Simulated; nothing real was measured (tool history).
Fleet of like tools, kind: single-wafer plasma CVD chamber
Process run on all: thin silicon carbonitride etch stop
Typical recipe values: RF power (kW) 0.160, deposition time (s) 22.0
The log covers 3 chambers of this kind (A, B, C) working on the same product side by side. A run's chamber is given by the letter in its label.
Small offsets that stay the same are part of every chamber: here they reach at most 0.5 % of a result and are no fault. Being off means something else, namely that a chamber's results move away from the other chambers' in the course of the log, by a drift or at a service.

| run | hour | RF power (kW) | deposition time (s) | read-back reference wafer on the same gauge, thickness_nm | mean film thickness on the monitor wafer (nm) |
|---|---|---|---|---|---|
| 1C | 9.2 | 0.160 | 22.0 | 12.501 | 11.717 |
| 2A | 16.6 | 0.160 | 22.0 | 12.496 | 11.679 |
| 3B | 32.4 | 0.160 | 22.0 | 12.495 | 11.672 |
| 4A | 48.5 | 0.160 | 22.0 | 12.492 | 11.680 |
| 5C | 56.6 | 0.160 | 22.0 | 12.493 | 11.729 |
| 6B | 68.0 | 0.160 | 22.0 | 12.492 | 11.696 |
| 7B | 79.2 | 0.160 | 22.0 | 12.491 | 11.660 |
| 8A | 87.8 | 0.160 | 22.0 | 12.490 | 11.633 |
| 9C | 99.4 | 0.160 | 22.0 | 12.486 | 11.737 |
| 10B | 109.0 | 0.160 | 22.0 | 12.487 | 11.657 |
| 11A | 121.9 | 0.160 | 22.0 | 12.481 | 11.643 |
| 12C | 134.3 | 0.160 | 22.0 | 12.483 | 11.709 |
| 13B | 141.4 | 0.160 | 22.0 | 12.486 | 11.664 |
| 14C | 153.1 | 0.160 | 22.0 | 12.481 | 11.740 |
| 15A | 167.9 | 0.160 | 22.0 | 12.478 | 11.666 |
| 16C | 180.8 | 0.160 | 22.0 | 12.480 | 11.705 |
| 17B | 196.3 | 0.160 | 22.0 | 12.474 | 11.657 |
| 18A | 205.9 | 0.160 | 22.0 | 12.473 | 11.648 |
| 19B | 215.5 | 0.160 | 22.0 | 12.472 | 11.646 |
| 20C | 223.9 | 0.160 | 22.0 | 12.471 | 11.699 |
| 21A | 238.8 | 0.160 | 22.0 | 12.468 | 11.641 |
| 22A | 248.1 | 0.160 | 22.0 | 12.471 | 11.641 |
| 23B | 258.4 | 0.160 | 22.0 | 12.466 | 11.628 |
| 24C | 267.4 | 0.160 | 22.0 | 12.470 | 11.712 |
| 25A | 281.7 | 0.160 | 22.0 | 12.466 | 11.658 |
| 26C | 295.0 | 0.160 | 22.0 | 12.466 | 11.702 |
| 27B | 303.3 | 0.160 | 22.0 | 12.460 | 11.667 |
| 28C | 318.3 | 0.160 | 22.0 | 12.460 | 11.731 |
| 29A | 326.5 | 0.160 | 22.0 | 12.463 | 11.623 |
| 30B | 338.2 | 0.160 | 22.0 | 12.460 | 11.636 |
| 31C | 353.5 | 0.160 | 22.0 | 12.453 | 11.687 |
| 32B | 363.2 | 0.160 | 22.0 | 12.450 | 11.613 |
| 33A | 373.9 | 0.160 | 19.3 | 12.454 | 10.213 |
| 34A | 385.2 | 0.160 | 19.3 | 12.453 | 10.206 |
| 35C | 393.8 | 0.160 | 19.3 | 12.449 | 10.269 |
| 36B | 405.9 | 0.160 | 22.0 | 12.443 | 11.630 |
| 37B | 416.0 | 0.160 | 22.0 | 12.446 | 11.635 |
| 38C | 426.3 | 0.160 | 22.0 | 12.442 | 11.674 |
| 39A | 440.5 | 0.160 | 22.0 | 12.445 | 11.640 |
| 40C | 451.2 | 0.160 | 22.0 | 12.442 | 11.679 |
| 41B | 467.4 | 0.160 | 22.0 | 12.443 | 11.617 |
| 42A | 474.6 | 0.160 | 22.0 | 12.441 | 11.620 |

The same settings go to every chamber for the next run, one line per chamber below. Forecast the results for each:
| 43A | 486.3 | 0.145 | 22.0 |  | ? |
| 43B | 486.3 | 0.145 | 22.0 |  | ? |
| 43C | 486.3 | 0.145 | 22.0 |  | ? |

| run | mean film thickness on the monitor wafer (nm) |
|---|---|
| 43A | 11.294 |
| 43B | 11.279 |
| 43C | 11.303 |
